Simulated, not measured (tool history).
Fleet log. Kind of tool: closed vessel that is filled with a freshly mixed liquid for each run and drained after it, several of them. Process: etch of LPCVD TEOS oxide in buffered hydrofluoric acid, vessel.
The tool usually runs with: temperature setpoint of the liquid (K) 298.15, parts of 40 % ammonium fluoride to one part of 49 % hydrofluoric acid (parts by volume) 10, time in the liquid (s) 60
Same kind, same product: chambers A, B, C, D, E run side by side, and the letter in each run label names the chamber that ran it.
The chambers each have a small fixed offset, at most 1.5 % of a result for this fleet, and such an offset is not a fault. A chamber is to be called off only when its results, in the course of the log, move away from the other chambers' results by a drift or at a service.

run    day  temperature setpoint of the liquid (K)  parts of 40 % ammonium fluoride to one part of 49 % hydrofluoric acid (parts by volume)  time in the liquid (s)  hours since the thermometer was replaced  hours since the hydrofluoric acid flow meter was replaced  read-back film thickness of the LPCVD TEOS oxide reference wafer, read on the same gauge (nm)  thickness taken off the LPCVD TEOS oxide on a monitor wafer (nm)
 1C   0.15                                  298.15                                                                                       10                      60                                     210.1                                                        729                                                                                         69.991                                                            150.23
 2A  0.333                                  298.15                                                                                       10                      60                                     241.5                                                     1216.8                                                                                         70.014                                                            148.91
 3E  0.575                                  298.15                                                                                       10                      60                                    2450.6                                                     2194.5                                                                                         70.008                                                            149.54
 4B  0.738                                  298.15                                                                                       10                      60                                     501.4                                                      770.6                                                                                         69.994                                                            149.97
 5D  0.946                                  298.15                                                                                       10                      60                                     534.7                                                     1117.8                                                                                          69.99                                                            151.59
 6D  1.071                                  298.15                                                                                       10                      35                                     537.7                                                     1120.8                                                                                             70                                                            88.138
 7C  1.258                                  298.15                                                                                       10                      35                                     236.7                                                      755.6                                                                                         69.993                                                            87.268
 8A  1.396                                  298.15                                                                                       10                      35                                       267                                                     1242.3                                                                                         70.016                                                            86.702
     1.404  -- chamber E: thermometer replaced
 9E  1.612                                  298.15                                                                                       10                      35                                         5                                                     2219.4                                                                                          70.02                                                             87.32
10B  1.788                                  298.15                                                                                       10                      35                                     526.6                                                      795.8                                                                                         70.008                                                            87.476
11A  1.954                                  298.15                                                                                       10                      60                                     280.4                                                     1255.7                                                                                         69.999                                                            149.55
12E  2.129                                  298.15                                                                                       10                      60                                      17.4                                                     2231.8                                                                                         70.008                                                            150.21
13D   2.25                                  298.15                                                                                       10                      60                                       566                                                     1149.1                                                                                         70.003                                                            150.99
14C  2.371                                  298.15                                                                                       10                      60                                     263.4                                                      782.3                                                                                         69.991                                                            149.29
15B  2.571                                  299.65                                                                                       10                      60                                     545.4                                                      814.6                                                                                         69.997                                                            163.29
16E  2.712                                  299.65                                                                                       10                      60                                      31.4                                                     2245.8                                                                                         70.007                                                            162.52
17D  2.821                                  299.65                                                                                       10                      60                                     579.7                                                     1162.8                                                                                         69.971                                                            165.61
18C  3.046                                  299.65                                                                                       10                      60                                     279.6                                                      798.5                                                                                         70.009                                                            163.55
19B  3.233                                  299.65                                                                                       10                      60                                     561.3                                                      830.5                                                                                         70.033                                                            162.94
20A  3.475                                  298.15                                                                                       10                      60                                     316.9                                                     1292.2                                                                                         70.021                                                            149.78
21D  3.717                                  298.15                                                                                       10                      60                                     601.2                                                     1184.3                                                                                         69.994                                                             153.2
22E  3.846                                  301.65                                                                                       10                      60                                      58.6                                                       2273                                                                                         70.003                                                            182.47
23B      4                                  301.65                                                                                       10                      60                                     579.7                                                      848.9                                                                                             70                                                            180.83
24C  4.171                                  301.65                                                                                       10                      60                                     306.6                                                      825.5                                                                                         69.995                                                            181.22
25A  4.396                                  301.65                                                                                       10                      60                                       339                                                     1314.3                                                                                             70                                                            180.74
26E  4.588                                  301.65                                                                                       10                      60                                      76.4                                                     2290.8                                                                                         70.009                                                            182.01
27A  4.712                                  296.15                                                                                       10                      90                                     346.6                                                     1321.9                                                                                             70                                                            200.36
28D  4.858                                  296.15                                                                                       10                      90                                     628.6                                                     1211.7                                                                                          69.99                                                            209.62
29B  5.004                                  296.15                                                                                       10                      90                                     603.8                                                        873                                                                                         70.003                                                            201.47
30C  5.171                                  296.15                                                                                       10                      90                                     330.6                                                      849.5                                                                                         69.986                                                            201.31
31B   5.35                                  296.15                                                                                       10                      90                                     612.1                                                      881.3                                                                                         70.006                                                            201.52
32D  5.471                                  298.15                                                                                       10                      60                                     643.3                                                     1226.4                                                                                         69.993                                                            156.77
33A  5.604                                  298.15                                                                                       10                      60                                       368                                                     1343.3                                                                                         69.982                                                             148.9
     5.642  -- chamber E: hydrofluoric acid flow meter replaced
34E  5.821                                  298.15                                                                                       10                      60                                       106                                                        4.3                                                                                         70.007                                                            150.64
35C  6.021                                  298.15                                                                                       10                      60                                       351                                                      869.9                                                                                         69.992                                                             149.8
36D   6.15                                  298.15                                                                                       10                      60                                     659.6                                                     1242.7                                                                                         70.007                                                            157.05
37C  6.312                                  294.65                                                                                       10                      45                                       358                                                      876.9                                                                                          69.98                                                            92.721
38E  6.533                                  294.65                                                                                       10                      45                                     123.1                                                       21.4                                                                                         69.989                                                            92.648

For the next run the whole fleet of 5 chambers uses the same settings. Give each chamber's results:
39A  6.712                                  298.15                                                                                       10                      60                                                                                                                                                                                                                                                                     ?
39B  6.712                                  298.15                                                                                       10                      60                                                                                                                                                                                                                                                                     ?
39C  6.712                                  298.15                                                                                       10                      60                                                                                                                                                                                                                                                                     ?
39D  6.712                                  298.15                                                                                       10                      60                                                                                                                                                                                                                                                                     ?
39E  6.712                                  298.15                                                                                       10                      60                                                                                                                                                                                                                                                                     ?

run  thickness taken off the LPCVD TEOS oxide on a monitor wafer (nm)
39A                                                            150.29
39B                                                            149.61
39C                                                            150.01
39D                                                            157.67
39E                                                            149.48

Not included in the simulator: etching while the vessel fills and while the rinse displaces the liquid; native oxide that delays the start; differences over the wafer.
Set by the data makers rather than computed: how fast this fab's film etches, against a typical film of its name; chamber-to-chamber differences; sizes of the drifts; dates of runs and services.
